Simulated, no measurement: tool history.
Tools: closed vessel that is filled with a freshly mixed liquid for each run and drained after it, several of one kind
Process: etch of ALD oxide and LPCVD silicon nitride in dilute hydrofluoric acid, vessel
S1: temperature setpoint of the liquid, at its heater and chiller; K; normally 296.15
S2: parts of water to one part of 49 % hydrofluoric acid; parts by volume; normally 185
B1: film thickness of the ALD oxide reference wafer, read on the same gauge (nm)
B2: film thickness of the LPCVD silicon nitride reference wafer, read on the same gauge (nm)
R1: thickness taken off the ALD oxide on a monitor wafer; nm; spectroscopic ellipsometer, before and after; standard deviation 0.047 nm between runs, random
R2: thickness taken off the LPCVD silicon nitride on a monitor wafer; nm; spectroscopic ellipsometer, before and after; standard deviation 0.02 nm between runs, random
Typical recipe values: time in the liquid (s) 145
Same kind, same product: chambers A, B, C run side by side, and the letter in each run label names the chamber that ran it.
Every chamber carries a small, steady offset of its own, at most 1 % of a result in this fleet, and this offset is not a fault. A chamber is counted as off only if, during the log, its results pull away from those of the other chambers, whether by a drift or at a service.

Run 1C, day 0.225: usual settings; B1 49.977; B2 150.02. Result: R1 8.6498 nm, R2 0.27254 nm.
Run 2A, day 0.625: usual settings; B1 49.993; B2 149.98. Result: R1 8.7221 nm, R2 0.34825 nm.
Run 3B, day 1.117: usual settings; B1 49.997; B2 150.04. Result: R1 8.7713 nm, R2 0.33648 nm.
Run 4B, day 1.362: usual settings; B1 49.996; B2 149.99. Result: R1 8.7854 nm, R2 0.33286 nm.
Run 5C, day 1.742: usual settings; B1 50.004; B2 150.02. Result: R1 8.7029 nm, R2 0.31461 nm.
Run 6A, day 2.225: usual settings; B1 50.025; B2 150.01. Result: R1 8.6609 nm, R2 0.34172 nm.
Run 7A, day 2.583: usual settings; B1 50.022; B2 149.99. Result: R1 8.7743 nm, R2 0.27999 nm.
Run 8C, day 2.9: usual settings but S2 120 parts by volume; B1 49.994; B2 150. Result: R1 14.438 nm, R2 0.49109 nm.
Run 9B, day 3.271: usual settings but S2 120 parts by volume; B1 49.988; B2 149.95. Result: R1 14.412 nm, R2 0.49377 nm.
Run 10C, day 3.725: usual settings but S2 120 parts by volume; B1 49.993; B2 149.99. Result: R1 14.473 nm, R2 0.48196 nm.
Run 11B, day 4.108: usual settings; B1 49.985; B2 149.95. Result: R1 8.7205 nm, R2 0.34541 nm.
Run 12A, day 4.517: usual settings; B1 50.028; B2 149.98. Result: R1 8.7133 nm, R2 0.36281 nm.
Run 13B, day 4.862: usual settings; B1 50.02; B2 150. Result: R1 8.7402 nm, R2 0.32317 nm.
At day 4.946: chamber B: hydrofluoric acid flow meter replaced.
Run 14A, day 5.338: usual settings; B1 50.021; B2 149.99. Result: R1 8.7188 nm, R2 0.32125 nm.
Run 15C, day 5.654: usual settings; B1 50.017; B2 149.99. Result: R1 8.7341 nm, R2 0.32206 nm.
Run 16A, day 5.925: usual settings; B1 49.992; B2 149.99. Result: R1 8.6579 nm, R2 0.29876 nm.
Run 17C, day 6.158: usual settings; B1 49.999; B2 150.02. Result: R1 8.7547 nm, R2 0.35412 nm.
Run 18B, day 6.6: usual settings but time in the liquid (s) 175; B1 50.014; B2 150.01. Result: R1 10.651 nm, R2 0.38956 nm.
Run 19C, day 7.058: usual settings but time in the liquid (s) 175; B1 50.02; B2 150.01. Result: R1 10.603 nm, R2 0.39554 nm.
Run 20B, day 7.512: usual settings but time in the liquid (s) 175; B1 50.007; B2 150. Result: R1 10.528 nm, R2 0.40174 nm.
Run 21A, day 7.946: usual settings; B1 49.987; B2 150.01. Result: R1 8.6612 nm, R2 0.30339 nm.
Run 22C, day 8.392: usual settings; B1 50.007; B2 150. Result: R1 8.7692 nm, R2 0.34696 nm.
Run 23B, day 8.817: usual settings; B1 49.998; B2 150.02. Result: R1 8.8081 nm, R2 0.31396 nm.
Run 24A, day 9.15: usual settings; B1 49.987; B2 150.01. Result: R1 8.6955 nm, R2 0.33988 nm.
Run 25A, day 9.571: usual settings; B1 50.018; B2 150.04. Result: R1 8.6895 nm, R2 0.32098 nm.
Run 26B, day 10.054: usual settings; B1 49.988; B2 150. Result: R1 8.7725 nm, R2 0.35451 nm.
Run 27C, day 10.325: usual settings; B1 50.007; B2 149.98. Result: R1 8.7955 nm, R2 0.31274 nm.
Run 28C, day 10.583: usual settings but S2 245 parts by volume; B1 50.011; B2 149.98. Result: R1 6.2145 nm, R2 0.25935 nm.
Run 29B, day 11.062: usual settings but S2 245 parts by volume; B1 49.986; B2 149.98. Result: R1 6.2384 nm, R2 0.25823 nm.
Run 30A, day 11.325: usual settings but S2 245 parts by volume; B1 49.996; B2 150.03. Result: R1 6.1679 nm, R2 0.27564 nm.
Run 31B, day 11.783: usual settings; B1 49.999; B2 150. Result: R1 8.8098 nm, R2 0.34632 nm.
Run 32C, day 12.075: usual settings; B1 49.977; B2 150.04. Result: R1 8.679 nm, R2 0.33728 nm.
Run 33A, day 12.429: usual settings; B1 49.994; B2 150.01. Result: R1 8.6659 nm, R2 0.34177 nm.
Run 34B, day 12.733: usual settings; B1 49.989; B2 149.96. Result: R1 8.7418 nm, R2 0.33866 nm.
Run 35A, day 12.996: usual settings; B1 49.988; B2 150. Result: R1 8.6962 nm, R2 0.32197 nm.
Run 36C, day 13.317: usual settings; B1 50.038; B2 150. Result: R1 8.738 nm, R2 0.32736 nm.
Run 37B, day 13.725: usual settings; B1 50.015; B2 149.98. Result: R1 8.8172 nm, R2 0.32497 nm.
Run 38A, day 14.221: usual settings; B1 49.996; B2 150.01. Result: R1 8.7346 nm, R2 0.35396 nm.
Run 39C, day 14.712: usual settings; B1 50.033; B2 150. Result: R1 8.7224 nm, R2 0.32123 nm.
Run 40A, day 15.138: usual settings; B1 49.99; B2 150.05. Result: R1 8.7649 nm, R2 0.34625 nm.
Run 41C, day 15.475: usual settings; B1 50.017; B2 149.96. Result: R1 8.7215 nm, R2 0.28591 nm.

The same settings go to every chamber for the next run, one line per chamber below. Forecast the results for each:
Run 42A, day 15.829: usual settings. Result: R1 ?, R2 ?.
Run 42B, day 15.829: usual settings. Result: R1 ?, R2 ?.
Run 42C, day 15.829: usual settings. Result: R1 ?, R2 ?.

run      R1       R2
42A  8.7538  0.37263
42B  8.7277  0.31923
42C  8.7719  0.30512
